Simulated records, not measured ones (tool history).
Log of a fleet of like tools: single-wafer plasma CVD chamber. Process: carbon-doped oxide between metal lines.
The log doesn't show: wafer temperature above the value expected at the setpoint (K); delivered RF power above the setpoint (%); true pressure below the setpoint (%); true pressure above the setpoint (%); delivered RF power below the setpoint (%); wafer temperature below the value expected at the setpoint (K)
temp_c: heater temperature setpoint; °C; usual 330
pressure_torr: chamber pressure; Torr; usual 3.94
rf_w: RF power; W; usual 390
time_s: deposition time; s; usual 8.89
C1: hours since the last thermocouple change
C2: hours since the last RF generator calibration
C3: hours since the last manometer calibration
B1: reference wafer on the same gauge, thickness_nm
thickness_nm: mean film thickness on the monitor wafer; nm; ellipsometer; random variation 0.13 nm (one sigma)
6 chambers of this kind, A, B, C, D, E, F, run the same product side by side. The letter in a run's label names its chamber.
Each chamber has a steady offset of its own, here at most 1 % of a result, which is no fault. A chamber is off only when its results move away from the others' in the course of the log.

Run 1C, day 0.129: usual settings; C1 1162.3; C2 434.9; C3 800.8; B1 46.814. Result: thickness_nm 39.706 nm.
Run 2D, day 0.267: usual settings; C1 1258.4; C2 495.1; C3 519.1; B1 46.784. Result: thickness_nm 40.014 nm.
Run 3E, day 0.388: usual settings; C1 2501.5; C2 503.6; C3 212.7; B1 46.793. Result: thickness_nm 40.306 nm.
At day 0.421: chamber E: thermocouple changed; heater temperature recalibrated.
Run 4F, day 0.558: usual settings; C1 1409.5; C2 1709.1; C3 1138.7; B1 46.778. Result: thickness_nm 40.108 nm.
Run 5A, day 0.754: usual settings; C1 1368.2; C2 81.3; C3 1811.2; B1 46.833. Result: thickness_nm 40.457 nm.
Run 6B, day 0.883: usual settings; C1 310.6; C2 329.2; C3 764.6; B1 46.772. Result: thickness_nm 40.162 nm.
Run 7E, day 1.1: usual settings but temp_c 339 °C, rf_w 320 W; C1 16.4; C2 520.7; C3 229.8; B1 46.796. Result: thickness_nm 33.292 nm.
Run 8D, day 1.246: usual settings but temp_c 339 °C, rf_w 320 W; C1 1281.9; C2 518.6; C3 542.6; B1 46.805. Result: thickness_nm 33.409 nm.
Run 9C, day 1.412: usual settings but temp_c 339 °C, rf_w 320 W; C1 1193.1; C2 465.7; C3 831.6; B1 46.791. Result: thickness_nm 33.321 nm.
Run 10B, day 1.562: usual settings but temp_c 339 °C, rf_w 320 W; C1 326.9; C2 345.5; C3 780.9; B1 46.791. Result: thickness_nm 33.225 nm.
Run 11F, day 1.671: usual settings but temp_c 339 °C, rf_w 320 W; C1 1436.2; C2 1735.8; C3 1165.4; B1 46.791. Result: thickness_nm 33.224 nm.
Run 12A, day 1.883: usual settings but temp_c 339 °C, rf_w 320 W; C1 1395.3; C2 108.4; C3 1838.3; B1 46.815. Result: thickness_nm 33.655 nm.
Run 13A, day 2: usual settings; C1 1398.1; C2 111.2; C3 1841.1; B1 46.845. Result: thickness_nm 40.389 nm.
Run 14D, day 2.117: usual settings; C1 1302.8; C2 539.5; C3 563.5; B1 46.806. Result: thickness_nm 40.217 nm.
Run 15C, day 2.258: usual settings; C1 1213.4; C2 486; C3 851.9; B1 46.795. Result: thickness_nm 39.66 nm.
Run 16F, day 2.462: usual settings; C1 1455.2; C2 1754.8; C3 1184.4; B1 46.822. Result: thickness_nm 40.123 nm.
Run 17E, day 2.65: usual settings; C1 53.6; C2 557.9; C3 267; B1 46.82. Result: thickness_nm 39.964 nm.
Run 18B, day 2.775: usual settings; C1 356; C2 374.6; C3 810; B1 46.782. Result: thickness_nm 40.055 nm.
Run 19D, day 2.996: usual settings; C1 1323.9; C2 560.6; C3 584.6; B1 46.778. Result: thickness_nm 39.977 nm.
Run 20F, day 3.2: usual settings but pressure_torr 3.25 Torr, time_s 10.08 s; C1 1472.9; C2 1772.5; C3 1202.1; B1 46.786. Result: thickness_nm 44.432 nm.
Run 21E, day 3.304: usual settings but pressure_torr 3.25 Torr, time_s 10.08 s; C1 69.3; C2 573.6; C3 282.7; B1 46.806. Result: thickness_nm 44.517 nm.
Run 22B, day 3.517: usual settings but pressure_torr 3.25 Torr, time_s 10.08 s; C1 373.8; C2 392.4; C3 827.8; B1 46.831. Result: thickness_nm 44.573 nm.
Run 23C, day 3.629: usual settings but pressure_torr 3.25 Torr, time_s 10.08 s; C1 1246.3; C2 518.9; C3 884.8; B1 46.774. Result: thickness_nm 44.011 nm.
Run 24A, day 3.788: usual settings but pressure_torr 3.25 Torr, time_s 10.08 s; C1 1441; C2 154.1; C3 1884; B1 46.865. Result: thickness_nm 44.727 nm.
Run 25F, day 3.938: usual settings but pressure_torr 3.25 Torr, time_s 10.08 s; C1 1490.6; C2 1790.2; C3 1219.8; B1 46.81. Result: thickness_nm 44.641 nm.
Run 26B, day 4.108: usual settings; C1 388; C2 406.6; C3 842; B1 46.862. Result: thickness_nm 40.204 nm.
Run 27C, day 4.308: usual settings; C1 1262.6; C2 535.2; C3 901.1; B1 46.774. Result: thickness_nm 39.618 nm.
Run 28A, day 4.496: usual settings; C1 1458; C2 171.1; C3 1901; B1 46.807. Result: thickness_nm 40.259 nm.
Run 29E, day 4.608: usual settings but rf_w 440 W; C1 100.6; C2 604.9; C3 314; B1 46.782. Result: thickness_nm 43.75 nm.
Run 30D, day 4.788: usual settings but rf_w 440 W; C1 1366.9; C2 603.6; C3 627.6; B1 46.791. Result: thickness_nm 43.861 nm.
Run 31A, day 4.979: usual settings but rf_w 440 W; C1 1469.6; C2 182.7; C3 1912.6; B1 46.829. Result: thickness_nm 43.988 nm.
Run 32C, day 5.142: usual settings but rf_w 440 W; C1 1282.6; C2 555.2; C3 921.1; B1 46.788. Result: thickness_nm 43.601 nm.
Run 33E, day 5.279: usual settings but rf_w 440 W; C1 116.7; C2 621; C3 330.1; B1 46.771. Result: thickness_nm 43.845 nm.
Run 34D, day 5.412: usual settings but rf_w 440 W; C1 1381.9; C2 618.6; C3 642.6; B1 46.801. Result: thickness_nm 43.902 nm.
Run 35B, day 5.588: usual settings; C1 423.5; C2 442.1; C3 877.5; B1 46.816. Result: thickness_nm 39.91 nm.
Run 36F, day 5.808: usual settings; C1 1535.5; C2 1835.1; C3 1264.7; B1 46.768. Result: thickness_nm 40.119 nm.
Run 37B, day 5.917: usual settings; C1 431.4; C2 450; C3 885.4; B1 46.799. Result: thickness_nm 40.11 nm.
At day 5.929: chamber F: capacitance manometer re-zeroed and calibrated.
Run 38A, day 6.138: usual settings but pressure_torr 3.32 Torr, time_s 9.64 s; C1 1497.4; C2 210.5; C3 1940.4; B1 46.783. Result: thickness_nm 42.874 nm.
Run 39D, day 6.25: usual settings but pressure_torr 3.32 Torr, time_s 9.64 s; C1 1402; C2 638.7; C3 662.7; B1 46.803. Result: thickness_nm 42.5 nm.
Run 40E, day 6.458: usual settings but pressure_torr 3.32 Torr, time_s 9.64 s; C1 145; C2 649.3; C3 358.4; B1 46.787. Result: thickness_nm 42.554 nm.
Run 41F, day 6.567: usual settings but pressure_torr 3.32 Torr, time_s 9.64 s; C1 1553.7; C2 1853.3; C3 15.3; B1 46.771. Result: thickness_nm 42.506 nm.
Run 42C, day 6.788: usual settings but pressure_torr 3.32 Torr, time_s 9.64 s; C1 1322.1; C2 594.7; C3 960.6; B1 46.803. Result: thickness_nm 42.078 nm.
Run 43E, day 6.958: usual settings but pressure_torr 3.32 Torr, time_s 9.64 s; C1 157; C2 661.3; C3 370.4; B1 46.796. Result: thickness_nm 42.539 nm.
At day 7.125: chamber C: thermocouple changed; heater temperature recalibrated.
Run 44C, day 7.175: usual settings; C1 1.2; C2 604; C3 969.9; B1 46.81. Result: thickness_nm 39.607 nm.

What goes on in this fleet: one chamber off, a drifting gauge, or nothing beyond the chambers' own small offsets? Name the chamber and the cause, if any.

No chamber stands off beyond its own small offset, and the gauge holds steady.

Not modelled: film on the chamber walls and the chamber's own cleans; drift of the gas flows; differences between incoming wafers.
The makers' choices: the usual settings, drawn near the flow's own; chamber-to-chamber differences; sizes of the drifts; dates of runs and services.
